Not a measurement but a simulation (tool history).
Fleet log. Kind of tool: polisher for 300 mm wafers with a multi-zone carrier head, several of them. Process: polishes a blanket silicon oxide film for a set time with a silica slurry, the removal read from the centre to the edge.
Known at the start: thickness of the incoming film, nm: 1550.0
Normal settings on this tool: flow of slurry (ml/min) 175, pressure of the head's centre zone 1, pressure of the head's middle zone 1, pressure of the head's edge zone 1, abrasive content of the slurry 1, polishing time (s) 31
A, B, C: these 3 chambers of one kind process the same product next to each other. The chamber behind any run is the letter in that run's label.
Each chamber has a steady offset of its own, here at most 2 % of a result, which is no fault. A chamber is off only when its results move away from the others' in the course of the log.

run    day  flow of slurry (ml/min)  pressure of the head's centre zone  pressure of the head's middle zone  pressure of the head's edge zone  abrasive content of the slurry  polishing time (s)  film removed at the wafer's centre (nm)  film removed at mid-radius (nm)  film removed at the wafer's edge (nm)
 1A  0.242                      175                                   1                                   1                                 1                               1                  31                                   77.902                           75.922                                 76.299
 2C  0.462                      175                                   1                                   1                                 1                               1                  31                                   77.121                           79.184                                 76.903
 3B  0.675                      175                                   1                                   1                                 1                               1                  31                                    77.88                           76.099                                 78.342
     0.879  -- chamber B: worn pad replaced by a new one
 4A  0.946                      175                                   1                                   1                                 1                               1                  31                                    78.58                           76.852                                 77.341
     1.121  -- chamber A: worn pad replaced by a new one
 5B  1.138                      175                                   1                                   1                                 1                               1                  31                                   77.727                           76.525                                 77.767
     1.271  -- chamber C: worn pad replaced by a new one
 6C  1.371                      175                                   1                                   1                                 1                               1                  31                                   76.556                           77.592                                 75.704
 7A  1.579                      175                                   1                                   1                                 1                               1                  31                                   79.509                           78.978                                 77.065
 8B  1.775                      175                                   1                                   1                                 1                               1                  31                                   77.648                           76.209                                 78.975
 9C  1.925                      175                                   1                                   1                                 1                               1                  31                                   76.719                           77.356                                 76.134
10B  2.192                      175                                   1                                   1                                 1                               1                  31                                   77.542                           76.245                                 77.307
11A  2.379                      175                                   1                                   1                                 1                               1                  31                                   79.183                           77.519                                 77.308
12C  2.521                      175                                   1                                   1                                 1                               1                  31                                   76.721                            79.17                                 76.282
13B   2.75                      175                                   1                                   1                                 1                               1                  31                                   77.842                           76.625                                 79.391
14C  2.967                      175                                   1                                   1                                 1                               1                  31                                   77.239                           77.372                                 75.906
15A  3.196                      175                                   1                                1.11                                 1                               1                  31                                   78.291                           85.812                                 77.319
     3.371  -- chamber B: slurry nozzle cleaned
       3.4  -- chamber B: worn pad replaced by a new one
16B  3.454                      175                                   1                                1.11                                 1                               1                  31                                   77.601                           84.565                                 77.741
17C  3.612                      175                                   1                                1.11                                 1                               1                  31                                   75.997                           86.316                                 75.606
     3.638  -- chamber A: worn pad replaced by a new one
     3.729  -- chamber C: worn pad replaced by a new one
18A  3.871                      175                                   1                                   1                                 1                               1                  31                                    77.32                           76.979                                  76.41
19C  4.112                      175                                   1                                   1                                 1                               1                  31                                   75.781                           76.335                                 76.065
     4.138  -- chamber B: centre zone pressure recalibrated
20B  4.283                      175                                   1                                   1                                 1                               1                  31                                   78.291                           76.625                                 75.991
21A  4.496                      175                                   1                                   1                                 1                               1                  31                                    78.05                           77.195                                  77.71
22C  4.725                      175                                   1                                   1                                 1                               1                  31                                   75.828                           77.488                                 76.412
23B  4.888                      175                                   1                                   1                                 1                               1                  31                                   77.547                           76.321                                 78.234
24A  5.121                      175                                   1                                   1                                 1                               1                  31                                   77.887                           77.576                                 77.235
25A  5.304                      175                                   1                                   1                                 1                               1                  31                                   77.378                           77.989                                 77.339
26C  5.579                      175                                   1                                   1                                 1                               1                  31                                   75.622                           77.533                                 76.683
27B  5.808                      175                                   1                                   1                                 1                               1                  31                                   77.509                           75.917                                 78.013
28A  6.054                      175                                   1                                   1                                 1                               1                  31                                   78.052                           78.062                                 75.058
29C  6.242                      175                                   1                                   1                                 1                               1                  31                                   75.137                           75.614                                 74.379
     6.367  -- chamber A: worn pad replaced by a new one
     6.392  -- chamber B: worn pad replaced by a new one
30B  6.529                      175                                   1                                   1                                 1                               1                  31                                   78.228                           75.965                                 76.335
       6.6  -- chamber C: worn pad replaced by a new one
31B  6.754                      175                                   1                                1.07                                 1                               1                  31                                   78.713                           82.114                                 78.433
32C   6.95                      175                                   1                                1.07                                 1                               1                  31                                   74.501                           80.919                                 74.843
33A  7.108                      175                                   1                                1.07                                 1                               1                  31                                   78.398                           82.207                                 76.476
34C  7.354                      175                                   1                                   1                                 1                               1                  31                                   73.648                           76.262                                 74.271
     7.488  -- chamber A: edge zone pressure recalibrated
35A  7.617                      175                                   1                                   1                                 1                               1                  31                                    79.04                           79.934                                 76.818
36B  7.812                      175                                   1                                   1                                 1                               1                  31                                   77.613                           75.952                                 75.911

Does one chamber stand apart from the rest, does the shared gauge drift, or is all well apart from small per-chamber offsets? Give the chamber and the most likely cause, where there is one.

One chamber, C, drifts off from the rest bit by bit.
Likeliest cause: slurry flow missing at the pad, % = 17.9.

Chamber C could run next with any of the 4 candidate recipes listed below; each alters the usual settings, and their results appear as question marks. Which one brings its results back in line with what the other chambers deliver on the usual settings?
In line means no further than this from the other chambers' mean on the usual settings: film removed at the wafer's centre (nm) 1.7; film removed at mid-radius (nm) 3.3; film removed at the wafer's edge (nm) 2.8
37C-1  8.021                      175                                1.01                                0.99                                 1                               1                  31                                        ?                                ?                                      ?
37C-2  8.021                      175                                0.99                                1.01                                 1                               1                  31                                        ?                                ?                                      ?
37C-3  8.021                      175                                1.02                                0.99                                 1                               1                  32                                        ?                                ?                                      ?
37C-4  8.021                      175                                0.98                                1.01                                 1                               1                  30                                        ?                                ?                                      ?

On the usual settings, the other chambers give on average: film removed at the wafer's centre (nm) 77.963; film removed at mid-radius (nm) 76.764; film removed at the wafer's edge (nm) 77.216
  run  film removed at the wafer's centre (nm)  film removed at mid-radius (nm)  film removed at the wafer's edge (nm)
37C-1                                   74.897                           74.158                                 74.368
37C-2                                   73.309                           75.526                                 74.347
37C-3                                   78.138                           76.546                                 76.767
37C-4                                    70.17                           73.094                                 71.949
It is 37C-3 that realigns the chamber with its peers.
